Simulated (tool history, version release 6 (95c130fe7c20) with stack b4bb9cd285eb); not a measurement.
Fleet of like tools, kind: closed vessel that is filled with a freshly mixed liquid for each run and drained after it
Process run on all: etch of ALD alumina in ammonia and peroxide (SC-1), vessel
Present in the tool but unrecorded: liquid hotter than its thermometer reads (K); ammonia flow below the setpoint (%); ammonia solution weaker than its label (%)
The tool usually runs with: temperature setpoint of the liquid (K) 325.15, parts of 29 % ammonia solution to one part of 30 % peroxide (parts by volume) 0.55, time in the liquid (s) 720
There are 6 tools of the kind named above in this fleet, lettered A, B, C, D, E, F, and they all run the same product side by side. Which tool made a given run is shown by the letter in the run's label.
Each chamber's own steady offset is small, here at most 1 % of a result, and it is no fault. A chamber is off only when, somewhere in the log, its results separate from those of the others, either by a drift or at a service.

| run | hour | temperature setpoint of the liquid (K) | parts of 29 % ammonia solution to one part of 30 % peroxide (parts by volume) | time in the liquid (s) | hours since the thermometer was replaced | hours since the ammonia flow meter was replaced | hours since the drum of ammonia solution was connected | read-back film thickness of the ALD alumina reference wafer, read on the same gauge (nm) | thickness taken off the ALD alumina on a monitor wafer (nm) |
|---|---|---|---|---|---|---|---|---|---|
| 1D | 7.3 | 325.15 | 0.55 | 720 | 1973.2 | 245.4 | 103.6 | 150.01 | 35.052 |
| 2C | 19.6 | 325.15 | 0.55 | 720 | 645.1 | 455.9 | 248.7 | 149.99 | 33.66 |
| 3B | 25.8 | 325.15 | 0.55 | 720 | 956 | 507.4 | 1127.1 | 149.96 | 34.3 |
| 4E | 31.2 | 325.15 | 0.55 | 720 | 2225.8 | 1254 | 692.7 | 150 | 34.055 |
| 5F | 39.2 | 325.15 | 0.55 | 720 | 786.9 | 1321.8 | 562.6 | 149.99 | 34.227 |
|  | 44.2 | chamber E: new drum of ammonia solution connected |
|  | 44.3 | chamber B: new drum of ammonia solution connected |
| 6A | 50.9 | 325.15 | 0.55 | 720 | 616.7 | 360.9 | 343.1 | 150.02 | 34.062 |
| 7B | 62.4 | 325.15 | 0.55 | 720 | 992.6 | 544 | 18.2 | 150 | 34.071 |
| 8D | 69.6 | 325.15 | 0.55 | 720 | 2035.5 | 307.7 | 165.9 | 150.04 | 34.274 |
|  | 74.7 | chamber F: new drum of ammonia solution connected |
|  | 75.4 | chamber F: ammonia flow meter replaced |
| 9E | 77 | 325.15 | 0.55 | 720 | 2271.6 | 1299.8 | 32.8 | 150.01 | 34.308 |
| 10F | 83.2 | 325.15 | 0.55 | 720 | 830.9 | 7.9 | 8.6 | 150 | 34.789 |
| 11C | 91.1 | 325.15 | 0.55 | 720 | 716.6 | 527.4 | 320.2 | 150 | 33.598 |
| 12A | 101.7 | 325.15 | 0.55 | 720 | 667.5 | 411.7 | 393.9 | 150 | 34.943 |
|  | 106.2 | chamber E: ammonia flow meter replaced |
| 13C | 108.8 | 325.15 | 0.55 | 720 | 734.3 | 545.1 | 337.9 | 150.03 | 33.977 |
| 14D | 117.9 | 325.15 | 0.55 | 720 | 2083.8 | 356 | 214.2 | 150.03 | 34.408 |
| 15A | 127.5 | 315.65 | 0.55 | 965 | 693.3 | 437.5 | 419.7 | 150.01 | 27.192 |
| 16B | 135.9 | 315.65 | 0.55 | 965 | 1066.1 | 617.5 | 91.7 | 150 | 27.254 |
| 17F | 144.7 | 315.65 | 0.55 | 965 | 892.4 | 69.4 | 70.1 | 149.98 | 27.613 |
| 18E | 155.3 | 315.65 | 0.55 | 965 | 2349.9 | 49.2 | 111.1 | 149.95 | 27.408 |
| 19D | 161.6 | 315.65 | 0.55 | 965 | 2127.5 | 399.7 | 257.9 | 150.02 | 27.377 |
| 20E | 173.4 | 315.65 | 0.55 | 965 | 2368 | 67.3 | 129.2 | 150 | 27.081 |
| 21B | 182.6 | 325.15 | 0.55 | 720 | 1112.8 | 664.2 | 138.4 | 149.99 | 34.694 |
| 22F | 194 | 325.15 | 0.55 | 720 | 941.7 | 118.7 | 119.4 | 149.96 | 35.754 |
| 23A | 201.9 | 325.15 | 0.55 | 720 | 767.7 | 511.9 | 494.1 | 149.99 | 34.189 |
| 24C | 212 | 325.15 | 0.55 | 720 | 837.5 | 648.3 | 441.1 | 149.99 | 33.857 |
|  | 217.1 | chamber A: thermometer replaced |
| 25D | 219.2 | 325.15 | 0.55 | 720 | 2185.1 | 457.3 | 315.5 | 150 | 35.069 |
| 26E | 226.7 | 325.15 | 0.55 | 720 | 2421.3 | 120.6 | 182.5 | 149.96 | 34.126 |
| 27F | 232.2 | 325.15 | 0.55 | 720 | 979.9 | 156.9 | 157.6 | 149.99 | 35.962 |
| 28C | 242.8 | 325.15 | 0.55 | 720 | 868.3 | 679.1 | 471.9 | 149.97 | 34.14 |
| 29B | 250.4 | 325.15 | 0.55 | 720 | 1180.6 | 732 | 206.2 | 150 | 34.153 |
| 30A | 262.7 | 325.15 | 0.55 | 720 | 45.6 | 572.7 | 554.9 | 150.04 | 34.12 |
| 31E | 274.9 | 325.15 | 0.55 | 720 | 2469.5 | 168.8 | 230.7 | 150.01 | 34.14 |
| 32B | 283.6 | 325.15 | 0.55 | 720 | 1213.8 | 765.2 | 239.4 | 150 | 34.433 |
| 33A | 289.8 | 325.15 | 0.55 | 720 | 72.7 | 599.8 | 582 | 149.98 | 34.401 |
| 34C | 298.1 | 325.15 | 0.55 | 720 | 923.6 | 734.4 | 527.2 | 150.01 | 34.105 |
| 35D | 309.2 | 325.15 | 0.55 | 720 | 2275.1 | 547.3 | 405.5 | 150.02 | 35.066 |
| 36F | 314.7 | 325.15 | 0.55 | 720 | 1062.4 | 239.4 | 240.1 | 149.97 | 37.268 |
| 37F | 324.9 | 325.15 | 0.55 | 720 | 1072.6 | 249.6 | 250.3 | 150 | 37.155 |
|  | 330.4 | chamber A: ammonia flow meter replaced |
| 38C | 335.5 | 325.15 | 0.55 | 1090 | 961 | 771.8 | 564.6 | 150.02 | 52.363 |
| 39A | 344.6 | 325.15 | 0.55 | 1090 | 127.5 | 14.2 | 636.8 | 149.97 | 52.084 |
| 40B | 356.1 | 325.15 | 0.55 | 1090 | 1286.3 | 837.7 | 311.9 | 150.01 | 52.378 |
| 41D | 364 | 325.15 | 0.55 | 1090 | 2329.9 | 602.1 | 460.3 | 149.98 | 52.592 |
| 42E | 369.5 | 325.15 | 0.55 | 1090 | 2564.1 | 263.4 | 325.3 | 150.02 | 52.679 |
| 43A | 375.7 | 325.15 | 0.55 | 1090 | 158.6 | 45.3 | 667.9 | 149.99 | 51.334 |

The same settings go to every chamber for the next run, one line per chamber below. Forecast the results for each:
| 44A | 384.7 | 325.15 | 0.3 | 720 |  |  |  |  | ? |
| 44B | 384.7 | 325.15 | 0.3 | 720 |  |  |  |  | ? |
| 44C | 384.7 | 325.15 | 0.3 | 720 |  |  |  |  | ? |
| 44D | 384.7 | 325.15 | 0.3 | 720 |  |  |  |  | ? |
| 44E | 384.7 | 325.15 | 0.3 | 720 |  |  |  |  | ? |
| 44F | 384.7 | 325.15 | 0.3 | 720 |  |  |  |  | ? |

| run | thickness taken off the ALD alumina on a monitor wafer (nm) |
|---|---|
| 44A | 32.041 |
| 44B | 32.187 |
| 44C | 31.968 |
| 44D | 32.976 |
| 44E | 32.328 |
| 44F | 36.846 |
